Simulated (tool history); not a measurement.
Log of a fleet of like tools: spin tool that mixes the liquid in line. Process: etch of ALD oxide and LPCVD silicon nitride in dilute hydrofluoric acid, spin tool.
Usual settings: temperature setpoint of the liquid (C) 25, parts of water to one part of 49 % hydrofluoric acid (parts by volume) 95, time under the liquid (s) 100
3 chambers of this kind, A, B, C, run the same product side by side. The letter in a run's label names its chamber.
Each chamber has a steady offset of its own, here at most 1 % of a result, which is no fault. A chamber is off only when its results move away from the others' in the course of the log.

run   hour  temperature setpoint of the liquid (C)  parts of water to one part of 49 % hydrofluoric acid (parts by volume)  time under the liquid (s)  read-back film thickness of the ALD oxide reference wafer, read on the same gauge (nm)  read-back film thickness of the LPCVD silicon nitride reference wafer, read on the same gauge (nm)  thickness taken off the ALD oxide on a monitor wafer (Å)  thickness taken off the LPCVD silicon nitride on a monitor wafer (Å)
 1C    5.6                                      25                                                                      95                        100                                                                                  49.982                                                                                              79.979                                                    171.72                                                                5.2936
 2B      9                                      25                                                                      95                        100                                                                                  49.998                                                                                              80.002                                                    169.27                                                                  5.37
 3A   13.6                                      25                                                                      95                        100                                                                                  49.928                                                                                              79.985                                                    172.11                                                                5.2736
        15  -- chamber C: hydrofluoric acid flow meter replaced
 4C     21                                      25                                                                      95                        100                                                                                  49.991                                                                                              79.963                                                    172.28                                                                5.4522
 5A   24.5                                      25                                                                      95                        100                                                                                  50.017                                                                                               80.01                                                    171.98                                                                 5.047
 6B   31.1                                      25                                                                      95                        100                                                                                  50.008                                                                                              79.934                                                    169.33                                                                5.2422
 7C   35.6                                      25                                                                      95                        100                                                                                   50.02                                                                                              80.041                                                    172.06                                                                5.6024
 8B   41.8                                      25                                                                      95                        100                                                                                  49.989                                                                                              79.953                                                    171.38                                                                5.2881
 9A   48.3                                      25                                                                      95                        100                                                                                  50.002                                                                                              79.995                                                    171.36                                                                5.4055
10A   51.7                                      25                                                                      95                        100                                                                                  50.045                                                                                              79.999                                                    173.17                                                                5.5943
11B   58.1                                      25                                                                      95                        100                                                                                   50.02                                                                                              79.962                                                    172.13                                                                5.3779
12C   62.2                                      25                                                                      95                        100                                                                                      50                                                                                              79.953                                                    174.19                                                                5.3698
13C   69.3                                      25                                                                      60                        150                                                                                  50.012                                                                                              80.022                                                    424.63                                                                 11.88
14A   75.1                                      25                                                                      60                        150                                                                                  49.985                                                                                              80.016                                                    428.22                                                                11.923
15B   82.2                                      25                                                                      60                        150                                                                                  50.013                                                                                              79.995                                                     436.2                                                                12.486
16A   86.6                                      25                                                                     145                        140                                                                                  50.037                                                                                              80.061                                                    147.14                                                                5.1906
17C     93                                      25                                                                     145                        140                                                                                  50.022                                                                                              80.032                                                     148.7                                                                5.0551
18B   97.6                                      25                                                                     145                        140                                                                                  50.037                                                                                              79.997                                                     154.4                                                                5.5008
19C  101.6                                      25                                                                      95                        100                                                                                  49.973                                                                                              80.043                                                    172.04                                                                5.2535
20B  105.3                                      25                                                                      95                        100                                                                                  50.034                                                                                              79.989                                                    179.63                                                                5.5811
21A  108.8                                      25                                                                      95                        100                                                                                  50.017                                                                                              79.992                                                    171.48                                                                5.1809
22B  115.8                                      25                                                                      95                        100                                                                                  50.002                                                                                              79.984                                                    178.89                                                                 5.591
23A  123.5                                      25                                                                      95                        100                                                                                  50.018                                                                                               79.97                                                    172.55                                                                5.3001
24C  129.8                                      25                                                                      95                        100                                                                                  49.971                                                                                              79.991                                                    173.84                                                                5.0142
25C    137                                      25                                                                      95                        100                                                                                  49.965                                                                                              79.973                                                    172.68                                                                 5.108

All 3 chambers run these settings next. Forecast each chamber's results:
26A  142.6                                      25                                                                      95                        100                                                                                                                                                                                                                                                     ?                                                                     ?
26B  142.6                                      25                                                                      95                        100                                                                                                                                                                                                                                                     ?                                                                     ?
26C  142.6                                      25                                                                      95                        100                                                                                                                                                                                                                                                     ?                                                                     ?

run  thickness taken off the ALD oxide on a monitor wafer (Å)  thickness taken off the LPCVD silicon nitride on a monitor wafer (Å)
26A                                                    171.86                                                                5.3734
26B                                                    182.57                                                                6.2068
26C                                                    172.87                                                                5.2985
